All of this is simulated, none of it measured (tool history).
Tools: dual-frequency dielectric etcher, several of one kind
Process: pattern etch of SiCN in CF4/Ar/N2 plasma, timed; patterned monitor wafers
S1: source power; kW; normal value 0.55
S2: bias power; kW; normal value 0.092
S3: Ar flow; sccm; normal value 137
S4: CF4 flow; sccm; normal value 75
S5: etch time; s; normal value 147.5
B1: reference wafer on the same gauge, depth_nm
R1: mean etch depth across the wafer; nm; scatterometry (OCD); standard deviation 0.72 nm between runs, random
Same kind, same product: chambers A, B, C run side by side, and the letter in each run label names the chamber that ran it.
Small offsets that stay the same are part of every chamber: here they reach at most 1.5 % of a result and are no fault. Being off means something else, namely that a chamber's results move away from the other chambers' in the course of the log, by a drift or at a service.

run,day,S1,S2,S3,S4,S5,B1,R1
1C,0.254,0.55,0.092,137,75,147.5,142.01,158.99
2A,0.45,0.55,0.092,137,75,147.5,141.94,158.21
# day 0.775: chamber A: wet clean of the chamber
3B,0.796,0.55,0.092,137,75,147.5,141.96,158.38
# day 0.867: chamber B: Ar flow controller replaced
4A,1.096,0.55,0.092,137,75,147.5,142.19,159.7
5B,1.333,0.55,0.092,137,75,147.5,141.98,157.68
6C,1.625,0.55,0.092,137,75,147.5,142.11,157.95
7B,1.883,0.55,0.092,137,75,147.5,142.08,157.82
8A,2.125,0.55,0.092,137,75,147.5,142.1,160.24
9C,2.454,0.55,0.092,137,75,147.5,141.97,157.45
10B,2.683,0.55,0.092,137,75,147.5,142.06,158.66
11C,2.904,0.55,0.092,137,75,147.5,142.17,157.97
# day 3.075: chamber B: wet clean of the chamber
12A,3.188,0.55,0.092,137,75,147.5,142.07,160.06
13A,3.504,0.55,0.092,137,75,147.5,141.9,160.03
14B,3.767,0.55,0.092,137,75,147.5,142.06,158.11
15C,3.975,0.55,0.092,137,75,147.5,141.81,160.01
16B,4.3,0.55,0.092,137,75,147.5,142.04,157.9
17A,4.554,0.55,0.092,137,75,147.5,142.03,159.14
18C,4.712,0.55,0.092,137,75,147.5,142.1,159.36
19C,4.888,0.55,0.092,137,75,147.5,141.95,159.11
20A,5.058,0.55,0.092,137,92,147.5,141.95,164.86
21B,5.404,0.55,0.092,137,92,147.5,141.83,162.14
22B,5.708,0.55,0.092,137,92,147.5,141.99,161.88
23A,5.912,0.55,0.092,137,75,147.5,141.95,160.01
24C,6.079,0.55,0.092,137,75,147.5,142.09,160.36
25B,6.396,0.55,0.092,137,75,147.5,142.2,159.04
26C,6.733,0.55,0.092,137,75,147.5,142.04,160.95
27A,7.083,0.55,0.092,137,75,147.5,142.08,159.65
28B,7.329,0.55,0.092,137,75,147.5,142.08,158.94
29C,7.542,0.55,0.092,137,75,147.5,141.99,162.79
30A,7.712,0.55,0.092,137,75,171,142.11,186.58
31A,8.046,0.55,0.092,137,75,171,142.06,185.94
# day 8.267: chamber C: bias power generator calibrated
32C,8.396,0.55,0.092,137,75,171,141.93,188.93
33B,8.704,0.55,0.092,137,75,147.5,142.01,157.67
34C,9.038,0.62,0.092,137,75,147.5,142.18,182.06
35A,9.221,0.62,0.092,137,75,147.5,142.15,178.1
36B,9.45,0.62,0.092,137,75,147.5,142.15,175.34
37B,9.675,0.55,0.092,137,75,147.5,142.01,157.39
38A,9.933,0.55,0.092,137,75,147.5,141.97,160
39C,10.175,0.67,0.072,137,75,147.5,141.9,178.68
40A,10.408,0.67,0.072,137,75,147.5,142.11,174.14
41C,10.688,0.67,0.072,137,75,147.5,142.05,179.94
42B,10.883,0.6,0.092,137,84,147.5,141.99,174.54
43C,11.108,0.6,0.092,137,84,147.5,141.98,180.36

Decide between three cases: one chamber stands off from its peers, the gauge reading all wafers drifts, or nothing is wrong past each chamber's small offset. Where a chamber is off, say which and what most likely put it there.

One chamber, C, drifts off from the rest bit by bit.
What lies behind it: etch rate over this chamber's usual, % = 4.56.
The log might look much the same if the cause were instead: source power that arrives over what is set, %.

Here are 4 candidates for chamber C's next run, each the usual settings with a change, their results left as question marks. Which one brings its results back in line with what the others give on the usual settings?
Counts as in line when no further than this from what the other chambers average on the usual settings: R1 2.5 nm
44C-1,11.367,0.55,0.092,137,75,146.5,,?
44C-2,11.367,0.54,0.092,137,75,144,,?
44C-3,11.367,0.55,0.092,137,75,148,,?
44C-4,11.367,0.56,0.093,137,75,150.5,,?

Other chambers, usual settings, mean: R1 159.01 nm
run,R1
44C-1,163.84
44C-2,158.48
44C-3,165.51
44C-4,171.66
With 44C-2, the chamber falls back in line with the rest.
